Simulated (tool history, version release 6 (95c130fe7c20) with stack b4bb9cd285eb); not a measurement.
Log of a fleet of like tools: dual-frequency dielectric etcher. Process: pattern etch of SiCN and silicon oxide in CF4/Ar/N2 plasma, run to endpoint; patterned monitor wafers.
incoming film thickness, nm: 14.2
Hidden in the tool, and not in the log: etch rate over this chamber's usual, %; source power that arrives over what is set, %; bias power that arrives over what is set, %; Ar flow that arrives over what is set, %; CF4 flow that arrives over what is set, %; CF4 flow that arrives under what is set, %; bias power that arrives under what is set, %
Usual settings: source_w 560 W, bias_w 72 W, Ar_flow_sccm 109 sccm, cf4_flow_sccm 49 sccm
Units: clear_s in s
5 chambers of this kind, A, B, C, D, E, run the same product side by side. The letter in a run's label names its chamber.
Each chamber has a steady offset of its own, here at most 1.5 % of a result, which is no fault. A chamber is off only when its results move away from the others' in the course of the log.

run	hour	source_w	bias_w	Ar_flow_sccm	cf4_flow_sccm	hours since the last wet clean	hours since the last source power generator calibration	hours since the last bias power generator calibration	hours since the last Ar flow controller change	hours since the last CF4 flow controller change	clear_s
1A	11.4	560	72	109	49	693.3	1012.9	336.6	2965.0	1261.4	14.399
2C	22.1	560	72	109	49	100.0	846.9	1369.0	1539.5	2896.6	14.703
# hour 26.1: chamber A: wet clean of the chamber
3D	27.6	560	72	109	49	397.5	1818.5	1360.7	1717.0	1866.0	14.562
4E	34.2	560	72	109	49	65.2	168.7	306.6	615.7	2343.5	14.670
5B	40.0	560	72	109	49	340.7	165.4	432.6	4969.5	781.9	14.842
6C	49.4	560	72	109	49	127.3	874.2	1396.3	1566.8	2923.9	14.785
7A	56.8	560	72	109	49	30.8	1058.3	382.0	3010.4	1306.8	14.601
8B	67.7	560	72	109	49	368.4	193.1	460.3	4997.2	809.6	14.732
9D	76.5	560	72	109	49	446.4	1867.4	1409.6	1765.9	1914.9	14.640
10E	84.5	560	72	109	49	115.5	219.0	356.9	666.0	2393.8	14.485
11C	94.8	560	72	125	49	172.7	919.6	1441.7	1612.2	2969.3	14.900
12E	105.8	560	72	125	49	136.8	240.3	378.2	687.3	2415.1	14.885
13B	111.6	560	72	125	49	412.3	237.0	504.2	5041.1	853.5	15.148
14D	117.2	560	72	125	49	487.1	1908.1	1450.3	1806.6	1955.6	14.769
15A	127.6	560	72	125	49	101.6	1129.1	452.8	3081.2	1377.6	14.852
16C	137.6	560	72	109	49	215.5	962.4	1484.5	1655.0	3012.1	14.752
17D	147.2	560	72	109	49	517.1	1938.1	1480.3	1836.6	1985.6	14.526
# hour 148.1: chamber B: Ar flow controller replaced
18B	154.8	560	72	109	49	455.5	280.2	547.4	6.7	896.7	14.701
19A	163.0	560	72	109	49	137.0	1164.5	488.2	3116.6	1413.0	14.387
20E	174.0	560	72	109	49	205.0	308.5	446.4	755.5	2483.3	14.696
21D	182.3	560	72	109	49	552.2	1973.2	1515.4	1871.7	2020.7	14.521
22C	187.5	560	72	109	49	265.4	1012.3	1534.4	1704.9	3062.0	14.665
# hour 189.0: chamber D: wet clean of the chamber
23E	195.7	560	72	109	49	226.7	330.2	468.1	777.2	2505.0	14.359
# hour 197.9: chamber E: CF4 flow controller replaced
# hour 201.7: chamber C: CF4 flow controller replaced
24A	206.2	560	72	109	49	180.2	1207.7	531.4	3159.8	1456.2	14.465
25B	218.2	560	72	135	57	518.9	343.6	610.8	70.1	960.1	14.895
26B	223.6	560	72	135	57	524.3	349.0	616.2	75.5	965.5	14.843
27E	230.7	560	72	135	57	261.7	365.2	503.1	812.2	32.8	14.652
28C	238.2	560	72	135	57	316.1	1063.0	1585.1	1755.6	36.5	14.736
29D	245.3	560	72	135	57	56.4	2036.2	1578.4	1934.7	2083.7	14.606
30A	252.5	560	72	109	49	226.5	1254.0	577.7	3206.1	1502.5	14.623
31D	260.3	560	72	109	49	71.4	2051.2	1593.4	1949.7	2098.7	14.628
32A	272.4	560	89	119	49	246.4	1273.9	597.6	3226.0	1522.4	13.736
33E	278.9	560	89	119	49	309.9	413.4	551.3	860.4	81.0	13.678

What goes on in this fleet: one chamber off, a drifting gauge, or nothing beyond the chambers' own small offsets? Name the chamber and the cause, if any.

No chamber stands off beyond its own small offset, and the gauge holds steady.
